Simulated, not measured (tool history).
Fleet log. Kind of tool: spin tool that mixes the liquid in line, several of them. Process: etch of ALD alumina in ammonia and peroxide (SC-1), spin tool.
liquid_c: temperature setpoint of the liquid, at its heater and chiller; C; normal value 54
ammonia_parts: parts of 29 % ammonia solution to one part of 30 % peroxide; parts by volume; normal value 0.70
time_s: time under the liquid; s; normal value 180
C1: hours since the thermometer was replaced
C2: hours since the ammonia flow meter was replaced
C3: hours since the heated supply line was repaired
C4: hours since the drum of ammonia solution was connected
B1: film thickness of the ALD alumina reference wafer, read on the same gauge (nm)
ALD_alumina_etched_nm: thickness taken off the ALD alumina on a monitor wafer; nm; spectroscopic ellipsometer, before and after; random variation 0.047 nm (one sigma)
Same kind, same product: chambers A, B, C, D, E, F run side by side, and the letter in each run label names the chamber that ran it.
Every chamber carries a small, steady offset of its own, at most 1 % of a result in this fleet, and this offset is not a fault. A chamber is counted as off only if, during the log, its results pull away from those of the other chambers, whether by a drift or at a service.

{"run": "1D", "day": 0.562, "liquid_c": 54, "ammonia_parts": 0.7, "time_s": 180, "C1": 589.7, "C2": 654.9, "C3": 1503.7, "C4": 293.6, "B1": 79.997, "ALD_alumina_etched_nm": 10.843}
{"run": "2E", "day": 0.979, "liquid_c": 54, "ammonia_parts": 0.7, "time_s": 180, "C1": 662.4, "C2": 1456.3, "C3": 702.9, "C4": 373.1, "B1": 79.97, "ALD_alumina_etched_nm": 10.918}
{"run": "3A", "day": 1.283, "liquid_c": 54, "ammonia_parts": 0.7, "time_s": 180, "C1": 1121.8, "C2": 581.2, "C3": 1316.2, "C4": 364.4, "B1": 79.978, "ALD_alumina_etched_nm": 10.655}
{"day": 1.558, "done": "chamber F: new drum of ammonia solution connected"}
{"run": "4B", "day": 1.567, "liquid_c": 54, "ammonia_parts": 0.7, "time_s": 180, "C1": 706.7, "C2": 1014.0, "C3": 52.2, "C4": 703.3, "B1": 80.013, "ALD_alumina_etched_nm": 10.833}
{"day": 1.933, "done": "chamber A: heated supply line repaired"}
{"day": 1.938, "done": "chamber C: heated supply line repaired"}
{"run": "5F", "day": 2.017, "liquid_c": 54, "ammonia_parts": 0.7, "time_s": 180, "C1": 558.9, "C2": 1958.1, "C3": 1637.5, "C4": 11.1, "B1": 80.021, "ALD_alumina_etched_nm": 10.677}
{"run": "6C", "day": 2.6, "liquid_c": 54, "ammonia_parts": 0.7, "time_s": 180, "C1": 659.5, "C2": 331.0, "C3": 15.9, "C4": 231.2, "B1": 80.009, "ALD_alumina_etched_nm": 10.621}
{"run": "7C", "day": 2.9, "liquid_c": 54, "ammonia_parts": 0.7, "time_s": 180, "C1": 666.7, "C2": 338.2, "C3": 23.1, "C4": 238.4, "B1": 79.991, "ALD_alumina_etched_nm": 10.73}
{"run": "8B", "day": 3.304, "liquid_c": 54, "ammonia_parts": 0.7, "time_s": 180, "C1": 748.4, "C2": 1055.7, "C3": 93.9, "C4": 745.0, "B1": 80.025, "ALD_alumina_etched_nm": 10.84}
{"run": "9E", "day": 3.846, "liquid_c": 54, "ammonia_parts": 0.7, "time_s": 180, "C1": 731.2, "C2": 1525.1, "C3": 771.7, "C4": 441.9, "B1": 79.989, "ALD_alumina_etched_nm": 10.893}
{"run": "10A", "day": 4.112, "liquid_c": 54, "ammonia_parts": 0.7, "time_s": 180, "C1": 1189.7, "C2": 649.1, "C3": 52.3, "C4": 432.3, "B1": 80.007, "ALD_alumina_etched_nm": 10.627}
{"run": "11F", "day": 4.546, "liquid_c": 54, "ammonia_parts": 0.7, "time_s": 180, "C1": 619.6, "C2": 2018.8, "C3": 1698.2, "C4": 71.8, "B1": 79.989, "ALD_alumina_etched_nm": 10.684}
{"run": "12D", "day": 4.808, "liquid_c": 54, "ammonia_parts": 0.7, "time_s": 180, "C1": 691.6, "C2": 756.8, "C3": 1605.6, "C4": 395.5, "B1": 80.002, "ALD_alumina_etched_nm": 10.854}
{"run": "13A", "day": 5.25, "liquid_c": 54, "ammonia_parts": 0.7, "time_s": 180, "C1": 1217.0, "C2": 676.4, "C3": 79.6, "C4": 459.6, "B1": 80.016, "ALD_alumina_etched_nm": 10.734}
{"day": 5.483, "done": "chamber D: new drum of ammonia solution connected"}
{"run": "14E", "day": 5.771, "liquid_c": 54, "ammonia_parts": 0.7, "time_s": 180, "C1": 777.4, "C2": 1571.3, "C3": 817.9, "C4": 488.1, "B1": 79.995, "ALD_alumina_etched_nm": 10.868}
{"run": "15D", "day": 6.292, "liquid_c": 54, "ammonia_parts": 0.7, "time_s": 180, "C1": 727.2, "C2": 792.4, "C3": 1641.2, "C4": 19.4, "B1": 80.006, "ALD_alumina_etched_nm": 10.868}
{"day": 6.529, "done": "chamber A: thermometer replaced"}
{"run": "16C", "day": 6.612, "liquid_c": 54, "ammonia_parts": 0.7, "time_s": 180, "C1": 755.8, "C2": 427.3, "C3": 112.2, "C4": 327.5, "B1": 79.993, "ALD_alumina_etched_nm": 10.667}
{"run": "17F", "day": 7.133, "liquid_c": 54, "ammonia_parts": 0.7, "time_s": 180, "C1": 681.7, "C2": 2080.9, "C3": 1760.3, "C4": 133.9, "B1": 80.007, "ALD_alumina_etched_nm": 10.726}
{"run": "18B", "day": 7.504, "liquid_c": 54, "ammonia_parts": 0.7, "time_s": 180, "C1": 849.2, "C2": 1156.5, "C3": 194.7, "C4": 845.8, "B1": 80.01, "ALD_alumina_etched_nm": 10.82}
{"run": "19B", "day": 7.979, "liquid_c": 54, "ammonia_parts": 0.7, "time_s": 180, "C1": 860.6, "C2": 1167.9, "C3": 206.1, "C4": 857.2, "B1": 79.99, "ALD_alumina_etched_nm": 10.824}
{"run": "20C", "day": 8.246, "liquid_c": 54, "ammonia_parts": 0.7, "time_s": 230, "C1": 795.0, "C2": 466.5, "C3": 151.4, "C4": 366.7, "B1": 80.045, "ALD_alumina_etched_nm": 13.467}
{"run": "21E", "day": 8.517, "liquid_c": 54, "ammonia_parts": 0.7, "time_s": 230, "C1": 843.3, "C2": 1637.2, "C3": 883.8, "C4": 554.0, "B1": 80.011, "ALD_alumina_etched_nm": 13.847}
{"day": 8.796, "done": "chamber B: ammonia flow meter replaced"}
{"run": "22F", "day": 8.796, "liquid_c": 54, "ammonia_parts": 0.7, "time_s": 230, "C1": 721.6, "C2": 2120.8, "C3": 1800.2, "C4": 173.8, "B1": 80.011, "ALD_alumina_etched_nm": 13.64}
{"run": "23D", "day": 9.229, "liquid_c": 54, "ammonia_parts": 0.7, "time_s": 230, "C1": 797.7, "C2": 862.9, "C3": 1711.7, "C4": 89.9, "B1": 80.008, "ALD_alumina_etched_nm": 13.948}
{"run": "24A", "day": 9.833, "liquid_c": 54, "ammonia_parts": 0.7, "time_s": 230, "C1": 79.4, "C2": 786.4, "C3": 189.6, "C4": 569.6, "B1": 79.996, "ALD_alumina_etched_nm": 13.69}
{"run": "25C", "day": 10.212, "liquid_c": 54, "ammonia_parts": 0.7, "time_s": 230, "C1": 842.2, "C2": 513.7, "C3": 198.6, "C4": 413.9, "B1": 80.009, "ALD_alumina_etched_nm": 13.559}
{"run": "26D", "day": 10.646, "liquid_c": 54, "ammonia_parts": 0.7, "time_s": 180, "C1": 831.7, "C2": 896.9, "C3": 1745.7, "C4": 123.9, "B1": 80.018, "ALD_alumina_etched_nm": 11.052}
{"run": "27F", "day": 10.933, "liquid_c": 54, "ammonia_parts": 0.7, "time_s": 180, "C1": 772.9, "C2": 2172.1, "C3": 1851.5, "C4": 225.1, "B1": 79.969, "ALD_alumina_etched_nm": 10.68}
{"run": "28E", "day": 11.35, "liquid_c": 54, "ammonia_parts": 0.7, "time_s": 180, "C1": 911.3, "C2": 1705.2, "C3": 951.8, "C4": 622.0, "B1": 80.008, "ALD_alumina_etched_nm": 10.876}
{"run": "29B", "day": 11.696, "liquid_c": 54, "ammonia_parts": 0.7, "time_s": 180, "C1": 949.8, "C2": 69.6, "C3": 295.3, "C4": 946.4, "B1": 80.01, "ALD_alumina_etched_nm": 10.823}
{"run": "30A", "day": 11.975, "liquid_c": 54, "ammonia_parts": 0.55, "time_s": 105, "C1": 130.8, "C2": 837.8, "C3": 241.0, "C4": 621.0, "B1": 79.998, "ALD_alumina_etched_nm": 6.0962}
{"run": "31A", "day": 12.558, "liquid_c": 54, "ammonia_parts": 0.55, "time_s": 105, "C1": 144.8, "C2": 851.8, "C3": 255.0, "C4": 635.0, "B1": 79.982, "ALD_alumina_etched_nm": 6.1454}
{"day": 12.588, "done": "chamber F: ammonia flow meter replaced"}
{"day": 13.012, "done": "chamber F: new drum of ammonia solution connected"}
{"run": "32E", "day": 13.158, "liquid_c": 54, "ammonia_parts": 0.55, "time_s": 105, "C1": 954.7, "C2": 1748.6, "C3": 995.2, "C4": 665.4, "B1": 79.986, "ALD_alumina_etched_nm": 6.1282}
{"day": 13.321, "done": "chamber A: new drum of ammonia solution connected"}
{"run": "33B", "day": 13.612, "liquid_c": 54, "ammonia_parts": 0.55, "time_s": 105, "C1": 995.8, "C2": 115.6, "C3": 341.3, "C4": 992.4, "B1": 79.991, "ALD_alumina_etched_nm": 6.1809}
{"run": "34C", "day": 14.0, "liquid_c": 54, "ammonia_parts": 0.55, "time_s": 105, "C1": 933.1, "C2": 604.6, "C3": 289.5, "C4": 504.8, "B1": 79.992, "ALD_alumina_etched_nm": 6.1131}
{"run": "35F", "day": 14.475, "liquid_c": 54, "ammonia_parts": 0.55, "time_s": 105, "C1": 857.9, "C2": 45.3, "C3": 1936.5, "C4": 35.1, "B1": 80.017, "ALD_alumina_etched_nm": 6.069}
{"day": 14.833, "done": "chamber D: heated supply line repaired"}
{"run": "36D", "day": 14.9, "liquid_c": 54, "ammonia_parts": 0.7, "time_s": 180, "C1": 933.8, "C2": 999.0, "C3": 1.6, "C4": 226.0, "B1": 80.012, "ALD_alumina_etched_nm": 11.139}
{"run": "37B", "day": 15.233, "liquid_c": 54, "ammonia_parts": 0.7, "time_s": 180, "C1": 1034.7, "C2": 154.5, "C3": 380.2, "C4": 1031.3, "B1": 79.987, "ALD_alumina_etched_nm": 10.808}
{"run": "38E", "day": 15.717, "liquid_c": 54, "ammonia_parts": 0.7, "time_s": 180, "C1": 1016.1, "C2": 1810.0, "C3": 1056.6, "C4": 726.8, "B1": 80.035, "ALD_alumina_etched_nm": 10.786}
{"run": "39C", "day": 16.271, "liquid_c": 54, "ammonia_parts": 0.7, "time_s": 180, "C1": 987.6, "C2": 659.1, "C3": 344.0, "C4": 559.3, "B1": 80.017, "ALD_alumina_etched_nm": 10.642}
{"run": "40A", "day": 16.667, "liquid_c": 54, "ammonia_parts": 0.7, "time_s": 180, "C1": 243.4, "C2": 950.4, "C3": 353.6, "C4": 80.3, "B1": 80.001, "ALD_alumina_etched_nm": 10.81}
{"run": "41D", "day": 17.179, "liquid_c": 54, "ammonia_parts": 0.7, "time_s": 180, "C1": 988.5, "C2": 1053.7, "C3": 56.3, "C4": 280.7, "B1": 79.979, "ALD_alumina_etched_nm": 11.266}

Does one chamber stand apart from the rest, does the shared gauge drift, or is all well apart from small per-chamber offsets? Give the chamber and the most likely cause, where there is one.

One chamber, D, drifts off from the rest bit by bit.
Cause: liquid hotter than its thermometer reads (K) = 0.627.

Here are 4 candidates for chamber D's next run, each the usual settings with a change, their results left as question marks. Which one brings its results back in line with what the others give on the usual settings?
Counts as in line when no further than this from what the other chambers average on the usual settings: ALD_alumina_etched_nm 0.1700 nm
{"run": "42D-1", "day": 17.617, "liquid_c": 54, "ammonia_parts": 0.45, "time_s": 180, "ALD_alumina_etched_nm": "?"}
{"run": "42D-2", "day": 17.617, "liquid_c": 54, "ammonia_parts": 0.6, "time_s": 180, "ALD_alumina_etched_nm": "?"}
{"run": "42D-3", "day": 17.617, "liquid_c": 54, "ammonia_parts": 0.8, "time_s": 180, "ALD_alumina_etched_nm": "?"}
{"run": "42D-4", "day": 17.617, "liquid_c": 54, "ammonia_parts": 1.05, "time_s": 180, "ALD_alumina_etched_nm": "?"}

Usual-settings mean across the other chambers: ALD_alumina_etched_nm 10.7490 nm
run=42D-1 ALD_alumina_etched_nm=10.7820
run=42D-2 ALD_alumina_etched_nm=11.0820
run=42D-3 ALD_alumina_etched_nm=11.3890
run=42D-4 ALD_alumina_etched_nm=11.6870
The right change is 42D-1: it brings the chamber back within the allowed miss of the others.
